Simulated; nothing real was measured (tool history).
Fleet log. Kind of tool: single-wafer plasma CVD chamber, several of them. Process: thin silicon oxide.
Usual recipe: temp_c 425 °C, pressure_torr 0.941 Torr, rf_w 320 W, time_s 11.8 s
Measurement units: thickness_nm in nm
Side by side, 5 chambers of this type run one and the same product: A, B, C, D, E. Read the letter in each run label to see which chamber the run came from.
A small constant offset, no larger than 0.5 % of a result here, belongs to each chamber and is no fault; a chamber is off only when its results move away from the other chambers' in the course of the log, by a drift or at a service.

| run | hour | temp_c | pressure_torr | rf_w | time_s | hours since the last thermocouple change | hours since the last RF generator calibration | hours since the last manometer calibration | read-back reference wafer on the same gauge, thickness_nm | thickness_nm |
|---|---|---|---|---|---|---|---|---|---|---|
| 1A | 5.3 | 425 | 0.941 | 320 | 11.8 | 1873.7 | 1627.7 | 419.3 | 29.599 | 25.053 |
| 2C | 12.8 | 425 | 0.941 | 320 | 11.8 | 689.3 | 241 | 519.8 | 29.586 | 25.049 |
| 3D | 23.6 | 425 | 0.941 | 320 | 11.8 | 1342.3 | 1513.6 | 2317.1 | 29.599 | 25.058 |
| 4E | 30.5 | 425 | 0.941 | 320 | 11.8 | 1915 | 918.9 | 1257.1 | 29.578 | 25.257 |
| 5B | 36.2 | 438 | 0.941 | 320 | 14.1 | 1023.2 | 1047.1 | 1446.4 | 29.57 | 29.93 |
| 6E | 43.4 | 438 | 0.941 | 320 | 14.1 | 1927.9 | 931.8 | 1270 | 29.553 | 29.862 |
| 7A | 49.4 | 438 | 0.941 | 320 | 14.1 | 1917.8 | 1671.8 | 463.4 | 29.569 | 29.636 |
|  | 53.1 | chamber B: RF generator calibrated |
| 8D | 58.3 | 438 | 0.941 | 320 | 14.1 | 1377 | 1548.3 | 2351.8 | 29.549 | 29.665 |
| 9B | 68.9 | 438 | 0.941 | 320 | 14.1 | 1055.9 | 15.8 | 1479.1 | 29.555 | 29.838 |
| 10C | 77.4 | 425 | 0.941 | 320 | 11.8 | 753.9 | 305.6 | 584.4 | 29.551 | 25.097 |
|  | 84.7 | chamber D: capacitance manometer re-zeroed and calibrated |
| 11C | 85.2 | 425 | 0.941 | 320 | 11.8 | 761.7 | 313.4 | 592.2 | 29.549 | 25.073 |
| 12E | 95.1 | 425 | 0.941 | 320 | 11.8 | 1979.6 | 983.5 | 1321.7 | 29.541 | 25.214 |
| 13B | 101.9 | 425 | 0.941 | 320 | 11.8 | 1088.9 | 48.8 | 1512.1 | 29.535 | 25.226 |
| 14A | 111.7 | 425 | 0.941 | 320 | 11.8 | 1980.1 | 1734.1 | 525.7 | 29.518 | 25.004 |
|  | 119.9 | chamber E: thermocouple changed; heater temperature recalibrated |
| 15D | 121.5 | 425 | 0.941 | 320 | 11.8 | 1440.2 | 1611.5 | 36.8 | 29.511 | 25.115 |
| 16E | 127.2 | 425 | 0.941 | 320 | 11.8 | 7.3 | 1015.6 | 1353.8 | 29.511 | 25.196 |
| 17A | 135.2 | 425 | 0.941 | 320 | 11.8 | 2003.6 | 1757.6 | 549.2 | 29.51 | 25.036 |
| 18C | 141 | 425 | 0.941 | 320 | 11.8 | 817.5 | 369.2 | 648 | 29.5 | 25.04 |
| 19B | 147.3 | 425 | 0.941 | 280 | 14.1 | 1134.3 | 94.2 | 1557.5 | 29.494 | 28.503 |
| 20D | 152.5 | 425 | 0.941 | 280 | 14.1 | 1471.2 | 1642.5 | 67.8 | 29.498 | 28.3 |
| 21B | 162.8 | 425 | 0.941 | 280 | 14.1 | 1149.8 | 109.7 | 1573 | 29.496 | 28.542 |
| 22E | 169.7 | 425 | 0.941 | 280 | 14.1 | 49.8 | 1058.1 | 1396.3 | 29.49 | 28.416 |
| 23D | 174.9 | 425 | 0.941 | 280 | 14.1 | 1493.6 | 1664.9 | 90.2 | 29.473 | 28.366 |
| 24A | 183.4 | 425 | 0.941 | 320 | 11.8 | 2051.8 | 1805.8 | 597.4 | 29.477 | 24.939 |
| 25C | 189.5 | 425 | 0.941 | 320 | 11.8 | 866 | 417.7 | 696.5 | 29.462 | 25.028 |
| 26A | 199.9 | 425 | 0.941 | 355 | 11.8 | 2068.3 | 1822.3 | 613.9 | 29.448 | 25.87 |
|  | 201.7 | chamber D: thermocouple changed; heater temperature recalibrated |
| 27C | 210.6 | 425 | 0.941 | 355 | 11.8 | 887.1 | 438.8 | 717.6 | 29.452 | 25.963 |
|  | 211.9 | chamber B: capacitance manometer re-zeroed and calibrated |
| 28B | 220.9 | 425 | 0.941 | 355 | 11.8 | 1207.9 | 167.8 | 9 | 29.444 | 26.245 |
| 29E | 227.2 | 425 | 0.941 | 355 | 11.8 | 107.3 | 1115.6 | 1453.8 | 29.433 | 26.059 |
| 30D | 232.1 | 425 | 0.941 | 355 | 11.8 | 30.5 | 1722.1 | 147.4 | 29.433 | 25.972 |
| 31E | 238.3 | 425 | 0.941 | 320 | 11.8 | 118.4 | 1126.7 | 1464.9 | 29.437 | 25.007 |
| 32B | 248.6 | 425 | 0.941 | 320 | 11.8 | 1235.6 | 195.5 | 36.7 | 29.443 | 25.121 |
| 33C | 257.8 | 425 | 0.941 | 320 | 11.8 | 934.3 | 486 | 764.8 | 29.421 | 24.985 |

Next, every chamber runs the same settings. What will each give?
| 34A | 265.6 | 425 | 0.941 | 320 | 10.2 |  |  |  |  | ? |
| 34B | 265.6 | 425 | 0.941 | 320 | 10.2 |  |  |  |  | ? |
| 34C | 265.6 | 425 | 0.941 | 320 | 10.2 |  |  |  |  | ? |
| 34D | 265.6 | 425 | 0.941 | 320 | 10.2 |  |  |  |  | ? |
| 34E | 265.6 | 425 | 0.941 | 320 | 10.2 |  |  |  |  | ? |

| run | thickness_nm |
|---|---|
| 34A | 21.52 |
| 34B | 21.717 |
| 34C | 21.621 |
| 34D | 21.502 |
| 34E | 21.639 |
